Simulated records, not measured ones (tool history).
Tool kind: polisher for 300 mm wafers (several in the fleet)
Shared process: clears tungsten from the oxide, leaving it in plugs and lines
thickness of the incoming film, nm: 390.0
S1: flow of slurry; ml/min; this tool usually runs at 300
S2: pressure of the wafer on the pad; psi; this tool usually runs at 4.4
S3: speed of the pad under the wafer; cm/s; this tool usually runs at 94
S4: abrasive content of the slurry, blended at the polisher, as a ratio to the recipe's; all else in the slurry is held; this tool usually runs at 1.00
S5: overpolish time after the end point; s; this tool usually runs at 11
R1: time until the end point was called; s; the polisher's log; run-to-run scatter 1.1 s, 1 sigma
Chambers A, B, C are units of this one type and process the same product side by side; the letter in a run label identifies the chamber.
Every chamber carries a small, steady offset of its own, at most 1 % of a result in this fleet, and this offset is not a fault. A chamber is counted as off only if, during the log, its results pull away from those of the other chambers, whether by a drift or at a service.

{"hour": 0.5, "done": "chamber B: slurry blender recalibrated"}
{"run": "1A", "hour": 7.1, "S1": 300, "S2": 4.4, "S3": 94, "S4": 1.0, "S5": 11, "R1": 70.599}
{"run": "2B", "hour": 10.7, "S1": 300, "S2": 4.4, "S3": 94, "S4": 1.0, "S5": 11, "R1": 66.56}
{"hour": 16.0, "done": "chamber B: worn pad replaced by a new one"}
{"run": "3C", "hour": 17.0, "S1": 300, "S2": 4.4, "S3": 94, "S4": 1.0, "S5": 11, "R1": 69.595}
{"run": "4C", "hour": 24.2, "S1": 300, "S2": 4.4, "S3": 94, "S4": 1.0, "S5": 11, "R1": 68.492}
{"hour": 26.5, "done": "chamber A: worn pad replaced by a new one"}
{"run": "5A", "hour": 30.8, "S1": 300, "S2": 4.4, "S3": 94, "S4": 1.0, "S5": 11, "R1": 67.666}
{"run": "6B", "hour": 36.2, "S1": 300, "S2": 4.4, "S3": 94, "S4": 1.0, "S5": 11, "R1": 68.899}
{"hour": 36.8, "done": "chamber A: slurry blender recalibrated"}
{"hour": 40.2, "done": "chamber C: slurry tank refilled with fresh slurry and peroxide"}
{"run": "7B", "hour": 41.4, "S1": 300, "S2": 4.4, "S3": 94, "S4": 1.0, "S5": 11, "R1": 69.091}
{"hour": 46.9, "done": "chamber B: slurry tank refilled with fresh slurry and peroxide"}
{"run": "8C", "hour": 47.0, "S1": 300, "S2": 4.4, "S3": 94, "S4": 1.0, "S5": 11, "R1": 69.801}
{"hour": 48.6, "done": "chamber C: worn pad replaced by a new one"}
{"run": "9A", "hour": 51.5, "S1": 300, "S2": 4.4, "S3": 94, "S4": 1.0, "S5": 11, "R1": 71.174}
{"run": "10A", "hour": 57.3, "S1": 300, "S2": 4.4, "S3": 94, "S4": 1.0, "S5": 11, "R1": 69.997}
{"run": "11C", "hour": 60.7, "S1": 300, "S2": 4.4, "S3": 94, "S4": 1.0, "S5": 11, "R1": 69.39}
{"run": "12B", "hour": 65.7, "S1": 300, "S2": 4.4, "S3": 94, "S4": 1.0, "S5": 11, "R1": 69.888}
{"hour": 73.3, "done": "chamber A: worn pad replaced by a new one"}
{"run": "13A", "hour": 73.3, "S1": 300, "S2": 4.4, "S3": 94, "S4": 1.0, "S5": 11, "R1": 71.473}
{"run": "14C", "hour": 78.1, "S1": 300, "S2": 4.4, "S3": 94, "S4": 1.15, "S5": 11, "R1": 69.377}
{"run": "15B", "hour": 83.4, "S1": 300, "S2": 4.4, "S3": 94, "S4": 1.15, "S5": 11, "R1": 63.271}
{"hour": 84.5, "done": "chamber C: head pressure recalibrated"}
{"run": "16C", "hour": 86.8, "S1": 300, "S2": 4.4, "S3": 94, "S4": 1.15, "S5": 11, "R1": 66.387}
{"run": "17A", "hour": 93.4, "S1": 300, "S2": 4.4, "S3": 94, "S4": 1.0, "S5": 11, "R1": 70.056}
{"hour": 99.0, "done": "chamber B: worn pad replaced by a new one"}
{"run": "18B", "hour": 99.0, "S1": 300, "S2": 4.4, "S3": 94, "S4": 1.0, "S5": 11, "R1": 69.999}
{"run": "19B", "hour": 102.6, "S1": 300, "S2": 4.4, "S3": 94, "S4": 1.0, "S5": 11, "R1": 68.674}
{"run": "20C", "hour": 106.9, "S1": 300, "S2": 4.4, "S3": 94, "S4": 1.0, "S5": 11, "R1": 71.797}
{"run": "21A", "hour": 114.0, "S1": 300, "S2": 4.4, "S3": 94, "S4": 1.0, "S5": 11, "R1": 73.953}
{"hour": 119.6, "done": "chamber B: slurry tank refilled with fresh slurry and peroxide"}
{"run": "22C", "hour": 119.6, "S1": 300, "S2": 4.4, "S3": 94, "S4": 1.0, "S5": 11, "R1": 69.273}
{"hour": 125.6, "done": "chamber C: worn pad replaced by a new one"}
{"run": "23B", "hour": 126.7, "S1": 300, "S2": 4.4, "S3": 94, "S4": 0.85, "S5": 16, "R1": 72.413}
{"hour": 128.7, "done": "chamber A: worn pad replaced by a new one"}
{"hour": 129.3, "done": "chamber C: slurry tank refilled with fresh slurry and peroxide"}
{"run": "24A", "hour": 131.6, "S1": 300, "S2": 4.4, "S3": 94, "S4": 0.85, "S5": 16, "R1": 77.09}
{"run": "25B", "hour": 135.2, "S1": 300, "S2": 4.4, "S3": 94, "S4": 0.85, "S5": 16, "R1": 71.422}
{"run": "26A", "hour": 141.4, "S1": 300, "S2": 4.4, "S3": 94, "S4": 1.0, "S5": 11, "R1": 77.213}
{"run": "27C", "hour": 146.9, "S1": 300, "S2": 4.4, "S3": 94, "S4": 1.0, "S5": 11, "R1": 68.723}
{"hour": 152.1, "done": "chamber A: slurry tank refilled with fresh slurry and peroxide"}
{"run": "28A", "hour": 153.6, "S1": 300, "S2": 5.8, "S3": 116, "S4": 1.0, "S5": 11, "R1": 46.177}
{"hour": 154.2, "done": "chamber B: slurry blender recalibrated"}
{"run": "29C", "hour": 158.4, "S1": 300, "S2": 5.8, "S3": 116, "S4": 1.0, "S5": 11, "R1": 42.755}
{"run": "30B", "hour": 162.5, "S1": 300, "S2": 5.8, "S3": 116, "S4": 1.0, "S5": 11, "R1": 42.312}
{"run": "31B", "hour": 167.4, "S1": 300, "S2": 4.4, "S3": 94, "S4": 1.0, "S5": 11, "R1": 68.397}
{"run": "32A", "hour": 172.4, "S1": 300, "S2": 4.4, "S3": 94, "S4": 1.0, "S5": 11, "R1": 77.423}
{"run": "33C", "hour": 177.7, "S1": 300, "S2": 4.4, "S3": 94, "S4": 1.0, "S5": 11, "R1": 69.376}
{"hour": 179.9, "done": "chamber C: slurry blender recalibrated"}
{"hour": 182.6, "done": "chamber B: worn pad replaced by a new one"}
{"hour": 183.3, "done": "chamber A: worn pad replaced by a new one"}
{"run": "34C", "hour": 184.0, "S1": 300, "S2": 4.4, "S3": 94, "S4": 1.0, "S5": 11, "R1": 69.052}
{"run": "35B", "hour": 189.9, "S1": 300, "S2": 4.4, "S3": 94, "S4": 1.0, "S5": 11, "R1": 68.809}
{"hour": 195.6, "done": "chamber C: worn pad replaced by a new one"}
{"hour": 195.8, "done": "chamber C: slurry nozzle cleaned"}
{"run": "36A", "hour": 197.1, "S1": 300, "S2": 4.4, "S3": 94, "S4": 1.0, "S5": 11, "R1": 76.6}
{"run": "37C", "hour": 201.2, "S1": 300, "S2": 4.4, "S3": 94, "S4": 1.0, "S5": 11, "R1": 67.807}

All 3 chambers run these settings next. Forecast each chamber's results:
{"run": "38A", "hour": 206.6, "S1": 300, "S2": 4.4, "S3": 94, "S4": 1.0, "S5": 11, "R1": "?"}
{"run": "38B", "hour": 206.6, "S1": 300, "S2": 4.4, "S3": 94, "S4": 1.0, "S5": 11, "R1": "?"}
{"run": "38C", "hour": 206.6, "S1": 300, "S2": 4.4, "S3": 94, "S4": 1.0, "S5": 11, "R1": "?"}

run=38A R1=76.983
run=38B R1=67.079
run=38C R1=68.685

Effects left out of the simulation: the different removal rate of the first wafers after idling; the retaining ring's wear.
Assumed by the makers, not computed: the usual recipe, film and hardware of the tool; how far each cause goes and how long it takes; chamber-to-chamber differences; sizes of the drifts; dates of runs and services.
